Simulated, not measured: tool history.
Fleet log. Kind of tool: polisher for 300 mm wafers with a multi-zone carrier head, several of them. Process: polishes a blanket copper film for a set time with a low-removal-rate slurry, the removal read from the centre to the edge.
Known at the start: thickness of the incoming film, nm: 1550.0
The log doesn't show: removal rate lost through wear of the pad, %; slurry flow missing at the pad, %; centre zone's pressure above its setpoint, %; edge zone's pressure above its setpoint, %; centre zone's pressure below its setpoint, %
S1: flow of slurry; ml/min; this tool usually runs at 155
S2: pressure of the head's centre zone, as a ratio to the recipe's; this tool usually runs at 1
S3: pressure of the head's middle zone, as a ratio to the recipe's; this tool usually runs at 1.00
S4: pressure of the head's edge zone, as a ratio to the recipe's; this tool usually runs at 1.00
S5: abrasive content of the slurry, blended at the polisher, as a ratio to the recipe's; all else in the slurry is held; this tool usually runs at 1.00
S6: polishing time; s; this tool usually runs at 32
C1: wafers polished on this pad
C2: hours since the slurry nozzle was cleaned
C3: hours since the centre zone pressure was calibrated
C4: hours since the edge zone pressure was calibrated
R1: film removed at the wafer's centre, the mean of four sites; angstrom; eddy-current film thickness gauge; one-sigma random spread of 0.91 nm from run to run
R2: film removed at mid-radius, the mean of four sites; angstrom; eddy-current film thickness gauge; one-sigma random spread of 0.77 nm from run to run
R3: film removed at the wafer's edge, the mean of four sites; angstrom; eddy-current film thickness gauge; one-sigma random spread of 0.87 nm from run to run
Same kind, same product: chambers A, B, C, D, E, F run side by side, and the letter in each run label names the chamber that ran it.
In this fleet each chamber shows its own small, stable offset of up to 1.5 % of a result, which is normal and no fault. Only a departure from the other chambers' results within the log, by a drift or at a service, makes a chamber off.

Run 1B, hour 10.3: usual settings; C1 721; C2 118.4; C3 1212.4; C4 986.4. Result: R1 944.91 angstrom, R2 974.81 angstrom, R3 994.39 angstrom.
At hour 11.8: chamber B: centre zone pressure recalibrated.
Run 2C, hour 18.9: usual settings; C1 727; C2 66.3; C3 216.0; C4 461.8. Result: R1 983.10 angstrom, R2 961.68 angstrom, R3 971.57 angstrom.
At hour 27.5: chamber A: worn pad replaced by a new one.
Run 3F, hour 28.6: usual settings; C1 1128; C2 399.1; C3 88.9; C4 881.3. Result: R1 981.80 angstrom, R2 961.25 angstrom, R3 961.94 angstrom.
At hour 31.8: chamber D: worn pad replaced by a new one.
Run 4E, hour 36.9: usual settings; C1 828; C2 290.4; C3 355.9; C4 1129.9. Result: R1 964.55 angstrom, R2 983.14 angstrom, R3 966.99 angstrom.
Run 5D, hour 42.9: usual settings; C1 89; C2 118.7; C3 519.2; C4 83.2. Result: R1 951.88 angstrom, R2 968.91 angstrom, R3 969.00 angstrom.
At hour 44.4: chamber B: worn pad replaced by a new one.
At hour 48.5: chamber F: worn pad replaced by a new one.
Run 6A, hour 52.6: usual settings; C1 200; C2 490.3; C3 323.7; C4 267.8. Result: R1 985.09 angstrom, R2 975.42 angstrom, R3 1000.30 angstrom.
At hour 57.3: chamber A: slurry nozzle cleaned.
Run 7D, hour 58.2: usual settings; C1 211; C2 134.0; C3 534.5; C4 98.5. Result: R1 955.82 angstrom, R2 961.49 angstrom, R3 962.70 angstrom.
At hour 63.5: chamber E: worn pad replaced by a new one.
Run 8E, hour 69.4: usual settings; C1 47; C2 322.9; C3 388.4; C4 1162.4. Result: R1 983.47 angstrom, R2 978.77 angstrom, R3 982.19 angstrom.
Run 9B, hour 78.6: usual settings; C1 273; C2 186.7; C3 66.9; C4 1054.7. Result: R1 960.26 angstrom, R2 967.48 angstrom, R3 982.36 angstrom.
At hour 81.8: chamber B: edge zone pressure recalibrated.
Run 10F, hour 83.9: usual settings; C1 282; C2 454.4; C3 144.2; C4 936.6. Result: R1 965.41 angstrom, R2 968.72 angstrom, R3 976.78 angstrom.
Run 11C, hour 89.6: usual settings but S3 0.95; C1 1291; C2 137.0; C3 286.7; C4 532.5. Result: R1 985.21 angstrom, R2 933.10 angstrom, R3 970.10 angstrom.
At hour 95.4: chamber B: slurry nozzle cleaned.
At hour 98.3: chamber C: worn pad replaced by a new one.
Run 12A, hour 99.2: usual settings but S3 0.95; C1 572; C2 42.0; C3 370.3; C4 314.4. Result: R1 973.91 angstrom, R2 919.86 angstrom, R3 995.37 angstrom.
At hour 102.0: chamber A: worn pad replaced by a new one.
At hour 107.9: chamber F: slurry nozzle cleaned.
Run 13C, hour 108.0: usual settings but S3 0.95; C1 77; C2 155.4; C3 305.1; C4 550.9. Result: R1 978.89 angstrom, R2 914.55 angstrom, R3 973.98 angstrom.
Run 14A, hour 116.0: usual settings but S3 0.95; C1 111; C2 58.8; C3 387.1; C4 331.2. Result: R1 960.53 angstrom, R2 921.65 angstrom, R3 991.39 angstrom.
Run 15B, hour 121.8: usual settings but S3 0.95; C1 617; C2 26.4; C3 110.1; C4 40.0. Result: R1 953.81 angstrom, R2 927.04 angstrom, R3 985.99 angstrom.
Run 16F, hour 127.6: usual settings but S3 0.95; C1 631; C2 19.8; C3 187.9; C4 980.3. Result: R1 969.51 angstrom, R2 914.99 angstrom, R3 958.85 angstrom.
Run 17E, hour 138.8: usual settings; C1 601; C2 392.3; C3 457.8; C4 1231.8. Result: R1 958.52 angstrom, R2 987.94 angstrom, R3 977.77 angstrom.
Run 18D, hour 144.8: usual settings but S4 1.07; C1 902; C2 220.6; C3 621.1; C4 185.1. Result: R1 957.74 angstrom, R2 980.91 angstrom, R3 1024.30 angstrom.
At hour 145.1: chamber B: worn pad replaced by a new one.
Run 19A, hour 151.3: usual settings but S4 1.07; C1 393; C2 94.1; C3 422.4; C4 366.5. Result: R1 988.59 angstrom, R2 954.70 angstrom, R3 1008.00 angstrom.
At hour 153.4: chamber D: slurry nozzle cleaned.
Run 20E, hour 157.5: usual settings but S4 1.07; C1 750; C2 411.0; C3 476.5; C4 1250.5. Result: R1 968.78 angstrom, R2 985.98 angstrom, R3 990.70 angstrom.
Run 21C, hour 162.6: usual settings but S4 1.07; C1 513; C2 210.0; C3 359.7; C4 605.5. Result: R1 978.11 angstrom, R2 959.87 angstrom, R3 989.28 angstrom.
At hour 170.6: chamber A: worn pad replaced by a new one.
Run 22F, hour 173.2: usual settings but S4 1.07; C1 995; C2 65.4; C3 233.5; C4 1025.9. Result: R1 984.67 angstrom, R2 990.28 angstrom, R3 1016.60 angstrom.
At hour 177.1: chamber D: worn pad replaced by a new one.
Run 23B, hour 179.8: usual settings but S4 1.07; C1 276; C2 84.4; C3 168.1; C4 98.0. Result: R1 964.28 angstrom, R2 970.79 angstrom, R3 1014.80 angstrom.
Run 24D, hour 189.6: usual settings; C1 100; C2 36.2; C3 665.9; C4 229.9. Result: R1 982.23 angstrom, R2 963.26 angstrom, R3 973.34 angstrom.
At hour 190.5: chamber E: worn pad replaced by a new one.
Run 25C, hour 197.4: usual settings; C1 790; C2 244.8; C3 394.5; C4 640.3. Result: R1 998.28 angstrom, R2 957.54 angstrom, R3 949.71 angstrom.
At hour 205.2: chamber F: worn pad replaced by a new one.
Run 26A, hour 207.0: usual settings; C1 290; C2 149.8; C3 478.1; C4 422.2. Result: R1 967.92 angstrom, R2 977.40 angstrom, R3 999.12 angstrom.
Run 27E, hour 216.8: usual settings; C1 210; C2 470.3; C3 535.8; C4 1309.8. Result: R1 991.30 angstrom, R2 976.90 angstrom, R3 983.17 angstrom.
Run 28B, hour 224.2: usual settings; C1 631; C2 128.8; C3 212.5; C4 142.4. Result: R1 961.71 angstrom, R2 970.09 angstrom, R3 981.54 angstrom.
At hour 228.7: chamber C: slurry nozzle cleaned.
Run 29F, hour 229.6: usual settings; C1 195; C2 121.8; C3 289.9; C4 1082.3. Result: R1 961.35 angstrom, R2 964.88 angstrom, R3 963.89 angstrom.
Run 30D, hour 240.4: usual settings; C1 505; C2 87.0; C3 716.7; C4 280.7. Result: R1 971.26 angstrom, R2 980.29 angstrom, R3 975.63 angstrom.
At hour 247.0: chamber A: worn pad replaced by a new one.
At hour 248.3: chamber B: worn pad replaced by a new one.
Run 31C, hour 249.0: usual settings but S4 1.11; C1 1202; C2 20.3; C3 446.1; C4 691.9. Result: R1 990.41 angstrom, R2 963.92 angstrom, R3 1043.00 angstrom.
At hour 255.3: chamber A: centre zone pressure recalibrated.
Run 32D, hour 258.7: usual settings but S4 1.11; C1 651; C2 105.3; C3 735.0; C4 299.0. Result: R1 981.61 angstrom, R2 967.89 angstrom, R3 1031.10 angstrom.
Run 33E, hour 264.5: usual settings but S4 1.11; C1 590; C2 518.0; C3 583.5; C4 1357.5. Result: R1 966.07 angstrom, R2 986.08 angstrom, R3 1031.60 angstrom.
At hour 273.9: chamber E: centre zone pressure recalibrated.
Run 34B, hour 275.5: usual settings but S4 1.11; C1 217; C2 180.1; C3 263.8; C4 193.7. Result: R1 973.56 angstrom, R2 979.63 angstrom, R3 1044.90 angstrom.
Run 35F, hour 285.7: usual settings but S4 1.11; C1 642; C2 177.9; C3 346.0; C4 1138.4. Result: R1 977.20 angstrom, R2 970.65 angstrom, R3 1025.90 angstrom.
Run 36A, hour 295.5: usual settings but S4 1.11; C1 386; C2 238.3; C3 40.3; C4 510.7. Result: R1 965.27 angstrom, R2 969.80 angstrom, R3 1048.00 angstrom.
Run 37B, hour 301.2: usual settings but S4 0.91, S5 0.85; C1 422; C2 205.8; C3 289.5; C4 219.4. Result: R1 940.38 angstrom, R2 933.95 angstrom, R3 894.86 angstrom.
At hour 303.5: chamber E: worn pad replaced by a new one.
Run 38F, hour 306.4: usual settings but S4 0.91, S5 0.85; C1 807; C2 198.6; C3 366.7; C4 1159.1. Result: R1 924.99 angstrom, R2 928.95 angstrom, R3 899.14 angstrom.
At hour 309.4: chamber A: worn pad replaced by a new one.
Run 39E, hour 313.7: usual settings but S4 0.91, S5 0.85; C1 81; C2 567.2; C3 39.9; C4 1406.7. Result: R1 943.33 angstrom, R2 938.59 angstrom, R3 895.16 angstrom.
Run 40A, hour 325.1: usual settings but S4 0.91, S5 0.85; C1 125; C2 267.9; C3 69.9; C4 540.3. Result: R1 945.26 angstrom, R2 934.39 angstrom, R3 901.78 angstrom.

All chambers now run identical settings, listed one chamber a line with results as question marks. What results will each chamber show?
Run 41A, hour 333.3: usual settings. Result: R1 ?, R2 ?, R3 ?.
Run 41B, hour 333.3: usual settings. Result: R1 ?, R2 ?, R3 ?.
Run 41C, hour 333.3: usual settings. Result: R1 ?, R2 ?, R3 ?.
Run 41D, hour 333.3: usual settings. Result: R1 ?, R2 ?, R3 ?.
Run 41E, hour 333.3: usual settings. Result: R1 ?, R2 ?, R3 ?.
Run 41F, hour 333.3: usual settings. Result: R1 ?, R2 ?, R3 ?.

run      R1      R2      R3
41A  967.33  974.82  987.69
41B  956.35  970.52  982.58
41C  995.75  979.55  979.75
41D  947.78  959.33  971.02
41E  973.40  979.53  969.30
41F  976.84  975.57  983.35

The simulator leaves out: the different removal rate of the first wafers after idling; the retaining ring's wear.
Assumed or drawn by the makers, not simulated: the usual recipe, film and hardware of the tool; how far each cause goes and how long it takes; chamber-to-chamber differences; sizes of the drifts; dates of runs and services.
